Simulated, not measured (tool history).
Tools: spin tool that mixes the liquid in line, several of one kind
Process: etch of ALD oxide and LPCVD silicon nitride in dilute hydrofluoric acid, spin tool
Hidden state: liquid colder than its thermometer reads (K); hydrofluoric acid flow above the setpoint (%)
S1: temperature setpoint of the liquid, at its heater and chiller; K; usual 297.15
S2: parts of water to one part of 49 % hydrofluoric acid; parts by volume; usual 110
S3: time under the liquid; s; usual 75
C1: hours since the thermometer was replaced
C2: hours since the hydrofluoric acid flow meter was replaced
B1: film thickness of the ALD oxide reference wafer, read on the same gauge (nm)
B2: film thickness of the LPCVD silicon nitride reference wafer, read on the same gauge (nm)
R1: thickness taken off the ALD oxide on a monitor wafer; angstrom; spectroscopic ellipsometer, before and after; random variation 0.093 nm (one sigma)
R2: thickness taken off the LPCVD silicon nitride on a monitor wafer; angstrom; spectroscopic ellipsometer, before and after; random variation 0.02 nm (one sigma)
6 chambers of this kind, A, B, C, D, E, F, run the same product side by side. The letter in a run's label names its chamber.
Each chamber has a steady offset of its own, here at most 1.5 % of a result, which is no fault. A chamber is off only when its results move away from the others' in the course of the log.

run	day	S1	S2	S3	C1	C2	B1	B2	R1	R2
1E	0.246	297.15	110	75	1276.9	100.2	149.98	150.01	101.380	3.1452
2B	0.475	297.15	110	75	1290.7	412.1	150.01	150.00	100.760	3.1095
3A	0.792	297.15	110	75	1050.1	735.4	150.03	150.00	101.880	3.5848
4C	1.058	297.15	110	75	1807.1	1341.9	150.02	150.00	100.450	3.0758
5D	1.242	297.15	110	75	1780.0	926.4	149.99	150.01	100.170	3.5330
6F	1.621	297.15	110	75	253.0	246.3	149.98	150.00	101.240	2.8579
7A	1.971	297.15	110	75	1078.4	763.7	150.03	150.02	100.540	3.0856
8B	2.262	297.15	110	75	1333.6	455.0	150.03	149.99	99.120	3.5023
9C	2.546	297.15	110	75	1842.8	1377.6	149.97	149.99	100.390	2.9943
10E	2.767	297.15	110	75	1337.4	160.7	150.01	150.02	101.710	3.7045
11F	3.154	297.15	110	75	289.8	283.1	150.00	150.00	104.020	3.5880
12D	3.479	297.15	110	75	1833.7	980.1	149.98	150.05	100.420	3.1591
13B	3.783	293.15	110	75	1370.1	491.5	150.01	150.02	85.445	2.2572
# day 3.954: chamber C: thermometer replaced
14A	3.967	293.15	110	75	1126.3	811.6	150.02	149.99	86.075	2.3656
# day 3.983: chamber C: hydrofluoric acid flow meter replaced
15F	4.233	293.15	110	75	315.7	309.0	150.04	150.00	89.273	2.5163
16E	4.629	293.15	110	75	1382.1	205.4	150.00	150.00	87.188	2.2219
17D	4.838	293.15	110	75	1866.3	1012.7	149.99	150.03	86.068	2.3316
18C	5.192	293.15	110	75	29.8	29.1	150.02	150.01	84.987	2.4415
19C	5.529	297.15	110	75	37.9	37.2	150.02	150.01	101.330	3.6387
20E	5.746	301.15	110	75	1408.9	232.2	150.00	149.96	116.050	4.2971
21A	6.062	301.15	110	75	1176.6	861.9	149.98	150.02	119.550	4.1572
22D	6.421	301.15	110	75	1904.3	1050.7	149.97	150.01	115.730	4.5425
23B	6.692	301.15	110	75	1439.9	561.3	150.01	150.01	118.130	4.1369
24F	6.962	301.15	110	75	381.2	374.5	149.96	149.97	123.850	4.4842
25F	7.196	301.15	110	75	386.8	380.1	149.98	149.99	121.320	4.4207
26B	7.400	297.15	110	75	1456.9	578.3	150.01	150.02	100.740	3.0945
27A	7.692	297.15	110	75	1215.7	901.0	150.00	150.02	102.500	3.1934
28D	7.904	297.15	110	75	1939.9	1086.3	150.01	150.01	101.440	3.1269
29E	8.308	297.15	110	75	1470.4	293.7	150.00	150.01	101.950	3.1196
30C	8.650	297.15	110	75	112.8	112.1	150.02	150.02	100.900	3.4972
# day 8.767: chamber B: hydrofluoric acid flow meter replaced
31A	9.008	297.15	110	75	1247.3	932.6	150.01	150.01	100.420	3.5841
32D	9.283	297.15	110	75	1973.0	1119.4	150.00	149.97	99.132	3.4383
# day 9.362: chamber B: thermometer replaced
33B	9.646	297.15	110	75	6.8	21.2	150.02	150.02	101.100	3.2830
34C	9.908	297.15	110	75	143.0	142.3	149.97	149.99	101.550	3.0984
35E	10.196	297.15	110	75	1515.7	339.0	149.98	149.96	101.420	3.4409
36F	10.467	297.15	110	75	465.3	458.6	150.00	150.00	111.990	3.6324

Is one chamber off against the others, does the gauge drift, or is nothing wrong? If a chamber is off, say which, and what the likeliest cause is.

Chamber F drifts away from the others.
Cause: hydrofluoric acid flow above the setpoint (%) = 7.66.

Here are 4 candidates for chamber F's next run, each the usual settings with a change, their results left as question marks. Which one brings its results back in line with what the others give on the usual settings?
In line means no further than this from the other chambers' mean on the usual settings: R1 3.300 angstrom; R2 0.7100 angstrom
37F-1	10.758	296.65	105	80					?	?
37F-2	10.758	296.65	100	80					?	?
37F-3	10.758	297.65	120	70					?	?
37F-4	10.758	297.65	115	70					?	?

The other chambers' mean on the usual settings: R1 100.570 angstrom; R2 3.2649 angstrom
run	R1	R2
37F-1	121.590	3.8368
37F-2	128.520	4.0291
37F-3	94.927	3.1323
37F-4	99.694	3.2691
37F-4 brings the chamber back in line.
